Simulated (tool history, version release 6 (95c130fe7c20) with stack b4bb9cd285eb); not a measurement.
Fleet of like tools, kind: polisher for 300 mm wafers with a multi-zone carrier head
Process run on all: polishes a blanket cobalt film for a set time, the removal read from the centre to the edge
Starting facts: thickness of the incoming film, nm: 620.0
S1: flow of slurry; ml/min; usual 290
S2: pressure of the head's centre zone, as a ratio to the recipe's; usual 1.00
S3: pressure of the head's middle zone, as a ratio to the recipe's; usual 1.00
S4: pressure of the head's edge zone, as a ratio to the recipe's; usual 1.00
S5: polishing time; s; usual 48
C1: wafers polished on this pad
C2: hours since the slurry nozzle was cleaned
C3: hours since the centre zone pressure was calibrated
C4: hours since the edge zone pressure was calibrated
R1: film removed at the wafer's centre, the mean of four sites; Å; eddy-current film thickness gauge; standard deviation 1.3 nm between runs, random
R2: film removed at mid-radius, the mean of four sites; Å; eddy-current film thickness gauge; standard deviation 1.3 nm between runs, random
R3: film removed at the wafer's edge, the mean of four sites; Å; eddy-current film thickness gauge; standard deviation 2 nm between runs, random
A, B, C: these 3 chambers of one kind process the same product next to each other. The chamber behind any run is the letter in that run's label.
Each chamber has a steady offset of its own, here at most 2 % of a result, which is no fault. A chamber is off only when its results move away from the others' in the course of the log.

run 1B hour=9.1 | S1=290 S2=1.00 S3=1.00 S4=1.00 S5=48 | C1=480 C2=21.2 C3=291.5 C4=908.6 | R1=2046.4 R2=2041.9 R3=2032.5
run 2A hour=18.3 | S1=290 S2=1.00 S3=1.00 S4=1.00 S5=48 | C1=994 C2=293.2 C3=270.0 C4=472.9 | R1=2063.5 R2=2005.2 R3=2067.3
-- hour=24.0 chamber C: worn pad replaced by a new one
run 3C hour=29.6 | S1=290 S2=1.00 S3=1.00 S4=1.00 S5=48 | C1=81 C2=417.2 C3=238.0 C4=124.4 | R1=2023.4 R2=2058.1 R3=2062.9
-- hour=34.2 chamber A: worn pad replaced by a new one
run 4C hour=34.8 | S1=290 S2=1.00 S3=1.00 S4=1.00 S5=48 | C1=156 C2=422.4 C3=243.2 C4=129.6 | R1=2039.8 R2=2086.5 R3=2011.5
run 5B hour=45.6 | S1=290 S2=1.00 S3=1.00 S4=1.00 S5=48 | C1=1010 C2=57.7 C3=328.0 C4=945.1 | R1=2031.8 R2=2024.6 R3=2071.9
-- hour=46.8 chamber B: worn pad replaced by a new one
run 6A hour=56.1 | S1=290 S2=1.00 S3=1.00 S4=1.00 S5=48 | C1=318 C2=331.0 C3=307.8 C4=510.7 | R1=2055.9 R2=2010.0 R3=2049.3
-- hour=61.1 chamber A: edge zone pressure recalibrated
run 7B hour=65.5 | S1=290 S2=1.00 S3=0.91 S4=1.00 S5=48 | C1=271 C2=77.6 C3=347.9 C4=965.0 | R1=2027.1 R2=1845.4 R3=2037.8
run 8C hour=72.4 | S1=290 S2=1.00 S3=0.91 S4=1.00 S5=48 | C1=702 C2=460.0 C3=280.8 C4=167.2 | R1=2043.3 R2=1874.9 R3=1992.6
run 9A hour=81.8 | S1=290 S2=1.00 S3=0.91 S4=1.00 S5=48 | C1=691 C2=356.7 C3=333.5 C4=20.7 | R1=2049.1 R2=1829.6 R3=2006.2
run 10C hour=87.3 | S1=290 S2=1.00 S3=1.00 S4=1.00 S5=48 | C1=918 C2=474.9 C3=295.7 C4=182.1 | R1=2037.1 R2=2086.8 R3=2007.6
-- hour=90.2 chamber C: worn pad replaced by a new one
run 11A hour=95.7 | S1=290 S2=1.00 S3=1.00 S4=1.00 S5=48 | C1=893 C2=370.6 C3=347.4 C4=34.6 | R1=2067.1 R2=2024.4 R3=2070.5
run 12B hour=102.5 | S1=290 S2=1.00 S3=1.00 S4=1.00 S5=48 | C1=808 C2=114.6 C3=384.9 C4=1002.0 | R1=2038.9 R2=2022.8 R3=2042.9
run 13A hour=109.0 | S1=290 S2=1.00 S3=1.00 S4=1.00 S5=48 | C1=1085 C2=383.9 C3=360.7 C4=47.9 | R1=2044.0 R2=1979.3 R3=2039.1
-- hour=117.7 chamber A: worn pad replaced by a new one
run 14B hour=119.7 | S1=290 S2=1.00 S3=1.00 S4=1.00 S5=48 | C1=1057 C2=131.8 C3=402.1 C4=1019.2 | R1=2055.8 R2=2043.1 R3=2062.3
-- hour=127.3 chamber B: worn pad replaced by a new one
run 15C hour=130.9 | S1=290 S2=1.00 S3=1.00 S4=1.00 S5=48 | C1=590 C2=518.5 C3=339.3 C4=225.7 | R1=2033.2 R2=2100.6 R3=2058.3
run 16B hour=140.9 | S1=290 S2=1.00 S3=1.00 S4=1.00 S5=48 | C1=197 C2=153.0 C3=423.3 C4=1040.4 | R1=2040.6 R2=2042.0 R3=2011.0
run 17C hour=147.1 | S1=290 S2=1.00 S3=1.00 S4=1.00 S5=48 | C1=825 C2=534.7 C3=355.5 C4=241.9 | R1=2025.4 R2=2091.7 R3=1964.1
run 18A hour=156.5 | S1=290 S2=1.00 S3=1.00 S4=0.89 S5=57 | C1=563 C2=431.4 C3=408.2 C4=95.4 | R1=2432.6 R2=2374.4 R3=2316.3
-- hour=163.8 chamber C: worn pad replaced by a new one
run 19A hour=164.3 | S1=290 S2=1.00 S3=1.00 S4=0.89 S5=57 | C1=676 C2=439.2 C3=416.0 C4=103.2 | R1=2410.6 R2=2351.6 R3=2254.4
run 20B hour=170.4 | S1=290 S2=1.00 S3=1.00 S4=0.89 S5=57 | C1=625 C2=182.5 C3=452.8 C4=1069.9 | R1=2469.1 R2=2419.0 R3=2283.3
run 21C hour=175.8 | S1=290 S2=1.00 S3=1.00 S4=1.00 S5=48 | C1=174 C2=563.4 C3=384.2 C4=270.6 | R1=2027.8 R2=2075.3 R3=2016.2
run 22B hour=183.4 | S1=290 S2=1.00 S3=1.00 S4=1.00 S5=48 | C1=814 C2=195.5 C3=465.8 C4=1082.9 | R1=2059.0 R2=2042.4 R3=2053.0
-- hour=191.9 chamber A: worn pad replaced by a new one
run 23C hour=194.7 | S1=290 S2=1.00 S3=1.00 S4=1.00 S5=48 | C1=448 C2=582.3 C3=403.1 C4=289.5 | R1=2027.9 R2=2058.7 R3=2007.3
run 24A hour=201.9 | S1=290 S2=1.00 S3=1.00 S4=1.00 S5=48 | C1=145 C2=476.8 C3=453.6 C4=140.8 | R1=2008.4 R2=1966.9 R3=2031.9
run 25A hour=209.1 | S1=290 S2=1.04 S3=1.09 S4=1.00 S5=48 | C1=249 C2=484.0 C3=460.8 C4=148.0 | R1=2119.2 R2=2141.4 R3=2041.1
-- hour=214.0 chamber B: worn pad replaced by a new one
run 26C hour=216.4 | S1=290 S2=1.04 S3=1.09 S4=1.00 S5=48 | C1=763 C2=604.0 C3=424.8 C4=311.2 | R1=2146.6 R2=2255.2 R3=2014.9
run 27B hour=225.5 | S1=290 S2=1.04 S3=1.09 S4=1.00 S5=48 | C1=167 C2=237.6 C3=507.9 C4=1125.0 | R1=2167.8 R2=2202.6 R3=2069.1
run 28B hour=234.5 | S1=290 S2=1.00 S3=1.00 S4=1.00 S5=48 | C1=298 C2=246.6 C3=516.9 C4=1134.0 | R1=2052.4 R2=2043.7 R3=2019.7
-- hour=235.5 chamber C: worn pad replaced by a new one
run 29A hour=245.5 | S1=290 S2=1.00 S3=1.00 S4=1.00 S5=48 | C1=777 C2=520.4 C3=497.2 C4=184.4 | R1=1986.7 R2=1974.8 R3=2011.3
run 30C hour=250.5 | S1=290 S2=1.06 S3=1.00 S4=1.00 S5=59 | C1=217 C2=638.1 C3=458.9 C4=345.3 | R1=2645.0 R2=2551.9 R3=2470.4
run 31B hour=260.6 | S1=290 S2=1.06 S3=1.00 S4=1.00 S5=59 | C1=677 C2=272.7 C3=543.0 C4=1160.1 | R1=2704.8 R2=2479.0 R3=2528.0
run 32C hour=267.7 | S1=290 S2=1.06 S3=1.00 S4=1.00 S5=59 | C1=467 C2=655.3 C3=476.1 C4=362.5 | R1=2629.7 R2=2525.7 R3=2464.8
-- hour=268.1 chamber A: worn pad replaced by a new one
run 33A hour=278.1 | S1=290 S2=1.00 S3=1.00 S4=1.00 S5=48 | C1=146 C2=553.0 C3=529.8 C4=217.0 | R1=2010.8 R2=1958.9 R3=2011.2
run 34A hour=288.4 | S1=290 S2=1.00 S3=1.00 S4=1.00 S5=48 | C1=295 C2=563.3 C3=540.1 C4=227.3 | R1=2011.5 R2=1973.6 R3=2027.5
-- hour=295.7 chamber B: worn pad replaced by a new one
run 35C hour=298.9 | S1=290 S2=1.00 S3=1.00 S4=1.00 S5=48 | C1=919 C2=686.5 C3=507.3 C4=393.7 | R1=2042.9 R2=2083.8 R3=2012.7
run 36B hour=310.2 | S1=290 S2=1.00 S3=1.00 S4=1.00 S5=48 | C1=210 C2=322.3 C3=592.6 C4=1209.7 | R1=2063.2 R2=2017.0 R3=2074.6
-- hour=312.4 chamber C: worn pad replaced by a new one
run 37B hour=320.8 | S1=290 S2=1.00 S3=1.00 S4=1.00 S5=48 | C1=364 C2=332.9 C3=603.2 C4=1220.3 | R1=2057.1 R2=2026.9 R3=2033.3
run 38C hour=331.0 | S1=290 S2=1.00 S3=1.00 S4=1.00 S5=48 | C1=271 C2=718.6 C3=539.4 C4=425.8 | R1=2040.1 R2=2059.2 R3=2002.9
run 39A hour=340.9 | S1=290 S2=1.00 S3=1.00 S4=1.00 S5=48 | C1=1056 C2=615.8 C3=592.6 C4=279.8 | R1=1984.3 R2=1961.8 R3=2000.6
run 40B hour=350.2 | S1=290 S2=1.00 S3=1.00 S4=1.00 S5=48 | C1=790 C2=362.3 C3=632.6 C4=1249.7 | R1=2045.4 R2=2036.8 R3=2018.2
-- hour=351.8 chamber A: worn pad replaced by a new one
run 41A hour=359.8 | S1=290 S2=1.00 S3=1.00 S4=1.00 S5=48 | C1=116 C2=634.7 C3=611.5 C4=298.7 | R1=1962.7 R2=1967.0 R3=2013.8
-- hour=363.8 chamber B: worn pad replaced by a new one
run 42C hour=368.3 | S1=290 S2=0.93 S3=1.00 S4=1.00 S5=48 | C1=812 C2=755.9 C3=576.7 C4=463.1 | R1=1869.5 R2=2082.9 R3=2011.5
run 43C hour=377.9 | S1=290 S2=0.93 S3=1.00 S4=1.00 S5=48 | C1=951 C2=765.5 C3=586.3 C4=472.7 | R1=1852.4 R2=2057.2 R3=2035.5
run 44B hour=386.5 | S1=290 S2=0.93 S3=1.00 S4=1.00 S5=48 | C1=330 C2=398.6 C3=668.9 C4=1286.0 | R1=1901.1 R2=2036.4 R3=2039.4

Does one chamber stand apart from the rest, does the shared gauge drift, or is all well apart from small per-chamber offsets? Give the chamber and the most likely cause, where there is one.

It is chamber A that slowly wanders off from its peers.
What lies behind it: slurry flow missing at the pad, % = 23.7.

Below are 4 candidate recipes for chamber A's next run, each the usual settings with a change, their results shown as question marks. Which of them brings A's results back in line with what the other chambers give on the usual settings?
Counts as in line when no further than this from what the other chambers average on the usual settings: R1 44.0 Å; R2 44.0 Å; R3 68.0 Å
run 45A-1 hour=394.8 | S1=295 S2=1.00 S3=1.03 S4=0.98 S5=49 | R1=? R2=? R3=?
run 45A-2 hour=394.8 | S1=290 S2=1.00 S3=1.01 S4=1.00 S5=48 | R1=? R2=? R3=?
run 45A-3 hour=394.8 | S1=290 S2=1.00 S3=0.99 S4=1.00 S5=48 | R1=? R2=? R3=?
run 45A-4 hour=394.8 | S1=285 S2=1.00 S3=0.97 S4=1.02 S5=47 | R1=? R2=? R3=?

On the usual settings, the other chambers give on average: R1 2041.3 Å; R2 2051.2 Å; R3 2026.2 Å
run=45A-1 R1=2019.0 R2=2039.4 R3=2024.2
run=45A-2 R1=1972.8 R2=1958.3 R3=2001.3
run=45A-3 R1=1972.5 R2=1923.3 R3=2001.9
run=45A-4 R1=1926.2 R2=1844.6 R3=1978.0
45A-1 puts the chamber back in line with the other chambers.
